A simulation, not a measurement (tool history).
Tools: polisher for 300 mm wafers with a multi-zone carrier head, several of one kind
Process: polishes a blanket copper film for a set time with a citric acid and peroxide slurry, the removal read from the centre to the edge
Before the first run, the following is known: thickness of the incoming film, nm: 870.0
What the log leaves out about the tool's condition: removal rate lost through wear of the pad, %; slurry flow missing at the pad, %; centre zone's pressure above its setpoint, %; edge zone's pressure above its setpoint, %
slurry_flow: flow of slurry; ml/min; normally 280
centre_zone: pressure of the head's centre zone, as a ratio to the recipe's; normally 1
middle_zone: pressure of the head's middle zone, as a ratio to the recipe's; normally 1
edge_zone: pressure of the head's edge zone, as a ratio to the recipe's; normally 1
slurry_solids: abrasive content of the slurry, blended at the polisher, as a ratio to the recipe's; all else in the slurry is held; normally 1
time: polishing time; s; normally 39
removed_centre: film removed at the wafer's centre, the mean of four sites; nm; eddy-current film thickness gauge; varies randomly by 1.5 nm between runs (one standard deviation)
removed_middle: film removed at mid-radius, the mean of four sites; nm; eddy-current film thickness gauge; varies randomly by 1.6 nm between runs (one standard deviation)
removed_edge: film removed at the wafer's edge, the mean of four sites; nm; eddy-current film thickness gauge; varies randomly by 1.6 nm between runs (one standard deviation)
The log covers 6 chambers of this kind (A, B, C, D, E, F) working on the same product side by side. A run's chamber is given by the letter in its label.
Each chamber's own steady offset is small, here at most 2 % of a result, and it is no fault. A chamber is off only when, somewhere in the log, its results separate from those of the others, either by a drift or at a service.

run,day,slurry_flow,centre_zone,middle_zone,edge_zone,slurry_solids,time,wafers polished on this pad,hours since the slurry nozzle was cleaned,hours since the centre zone pressure was calibrated,hours since the edge zone pressure was calibrated,removed_centre,removed_middle,removed_edge
# day 0.183: chamber B: worn pad replaced by a new one
1C,0.354,280,1,1,1,1,39,1095,253.5,1221.8,347.5,114.35,112.37,109.27
# day 0.583: chamber C: worn pad replaced by a new one
2D,0.704,280,1,1,1,1,39,1037,624.4,272,224.8,111.43,113.99,113.23
3A,1.088,280,1,1,1,1,39,752,66.2,286.7,818.3,115.86,110.93,112.13
4E,1.362,280,1,1,1,1,39,872,37.8,165,556.8,111.63,113.03,109.79
5F,1.692,280,1,1,1,1,39,1057,520.5,1165.3,73.3,110.18,112.49,111.98
# day 1.946: chamber C: slurry nozzle cleaned
# day 1.958: chamber A: worn pad replaced by a new one
# day 1.979: chamber B: centre zone pressure recalibrated
# day 1.979: chamber F: worn pad replaced by a new one
6B,2.029,280,1,1,1,1,39,725,557.1,1.3,229.6,111.48,110.61,110.58
# day 2.142: chamber D: worn pad replaced by a new one
7E,2.454,280,1,1,1,1,39,1300,64,191.2,583,113.22,114.09,109.96
# day 2.683: chamber A: edge zone pressure recalibrated
8A,2.804,280,1,1,1,1,39,332,107.4,327.9,2.9,111.33,112.57,114.08
9C,3.079,280,1,1,1,1,39,979,27.2,1287.2,412.9,114.06,115.33,111.01
# day 3.1: chamber B: worn pad replaced by a new one
# day 3.442: chamber C: worn pad replaced by a new one
10F,3.546,280,1,1,1,1,39,615,565,1209.8,117.8,114.02,113.98,114.09
11D,3.862,280,1,1,1,1,39,675,700.2,347.8,300.6,113.01,112.08,114.1
12B,4.333,280,1,1,1,1,39,484,612.4,56.6,284.9,112.71,111.18,111.33
# day 4.371: chamber C: centre zone pressure recalibrated
# day 4.529: chamber B: slurry nozzle cleaned
13D,4.733,330,1,1.1,1,1,39,1017,721.1,368.7,321.5,115.59,124.77,117.46
# day 4.812: chamber F: worn pad replaced by a new one
# day 4.938: chamber A: worn pad replaced by a new one
14B,5.033,330,1,1.1,1,1,39,759,12.2,73.4,301.7,111.96,123.49,110.67
15F,5.417,330,1,1.1,1,1,39,238,609.9,1254.7,162.7,114.91,125.09,116.07
16C,5.725,330,1,1.1,1,1,39,896,90.7,32.6,476.4,114.76,125.28,112.15
# day 5.779: chamber D: worn pad replaced by a new one
# day 6.042: chamber B: worn pad replaced by a new one
17E,6.046,330,1,1.1,1,1,39,2710,150.2,277.4,669.2,114.97,123.71,110.1
18A,6.333,330,1,1.1,1,1,39,548,192.1,412.6,87.6,115.45,126.12,111.51
# day 6.546: chamber C: worn pad replaced by a new one
19A,6.771,280,1,1,1,1,39,720,202.6,423.1,98.1,113.13,111.27,110.14
20C,7.208,280,1,1,1,1,39,260,126.3,68.2,512,113.8,115.11,109.69
# day 7.542: chamber F: worn pad replaced by a new one
21B,7.683,280,1,1,1,1,39,644,75.8,137,365.3,112.69,112.33,112.77
# day 8.017: chamber D: slurry nozzle cleaned
# day 8.025: chamber A: worn pad replaced by a new one
22F,8.058,280,1,1,1,1,39,203,673.3,1318.1,226.1,112.76,114.55,113.38
23E,8.279,280,1,1,1,1,39,3587,203.8,331,722.8,108.75,107.02,110.55
# day 8.579: chamber B: worn pad replaced by a new one
24D,8.696,280,1,1,1,1,39,1145,16.3,463.8,416.6,111.47,113.69,110.9
25F,8.946,280,1,1,1,1,39,551,694.6,1339.4,247.4,110.91,115.89,114.66
# day 9.258: chamber D: worn pad replaced by a new one
# day 9.329: chamber C: worn pad replaced by a new one
26E,9.383,280,1,1,1,1,39,4020,230.3,357.5,749.3,104.61,107.07,108.73
# day 9.471: chamber B: edge zone pressure recalibrated
27D,9.692,280,1,1,1,1,39,170,40.2,487.7,440.5,111.16,110.1,111.75
28B,10.062,280,1,1,1,1,39,583,132.9,194.1,14.3,114.03,111.76,112.11
# day 10.1: chamber E: edge zone pressure recalibrated
29A,10.358,280,1,1,1,1,39,916,288.7,509.2,184.2,113.62,111.64,113.03
# day 10.512: chamber F: worn pad replaced by a new one
30C,10.675,280,1,1,1,1,39,528,209.5,151.4,595.2,112.76,112.64,112.39
31D,10.921,280,1,0.9,1,1,39,653,69.7,517.2,470,109.46,102.53,113.48
# day 11.079: chamber B: worn pad replaced by a new one
32F,11.158,280,1,0.9,1,1,39,255,747.7,1392.5,300.5,111.8,100.97,114.18
# day 11.2: chamber A: worn pad replaced by a new one
33E,11.512,280,1,0.9,1,1,39,4856,281.4,408.6,34,104.98,95.38,104.5
34A,11.967,280,1,0.9,1,1,39,302,327.3,547.8,222.8,112.28,102.17,112.61
35C,12.467,280,1,0.9,1,1,39,1231,252.5,194.4,638.2,116.23,101,111.61
36B,12.692,280,1,0.9,1,1,39,633,196,257.2,77.4,111.57,101.23,114.85
37B,13.088,280,1,1,1,1,39,788,205.5,266.7,86.9,111.07,110.95,113.4
# day 13.208: chamber D: worn pad replaced by a new one
38D,13.471,280,0.92,1.11,1,1,39,104,130.9,578.4,531.2,101.69,123.6,108.56
# day 13.504: chamber F: worn pad replaced by a new one
39E,13.938,280,0.92,1.11,1,1,39,5808,339.6,466.8,92.2,93.752,111.01,101.37
40F,14.179,280,0.92,1.11,1,1,39,265,820.2,1465,373,103.88,122.49,111.13

All 6 chambers run these settings next. Forecast each chamber's results:
41A,14.542,280,1,1,1.1,1,39,,,,,?,?,?
41B,14.542,280,1,1,1.1,1,39,,,,,?,?,?
41C,14.542,280,1,1,1.1,1,39,,,,,?,?,?
41D,14.542,280,1,1,1.1,1,39,,,,,?,?,?
41E,14.542,280,1,1,1.1,1,39,,,,,?,?,?
41F,14.542,280,1,1,1.1,1,39,,,,,?,?,?

run,removed_centre,removed_middle,removed_edge
41A,110.13,114.46,119
41B,113.87,112.04,119.58
41C,114.61,111.29,116.12
41D,111.25,110.84,118.32
41E,102.94,102.03,105.08
41F,115.1,111.77,121.44

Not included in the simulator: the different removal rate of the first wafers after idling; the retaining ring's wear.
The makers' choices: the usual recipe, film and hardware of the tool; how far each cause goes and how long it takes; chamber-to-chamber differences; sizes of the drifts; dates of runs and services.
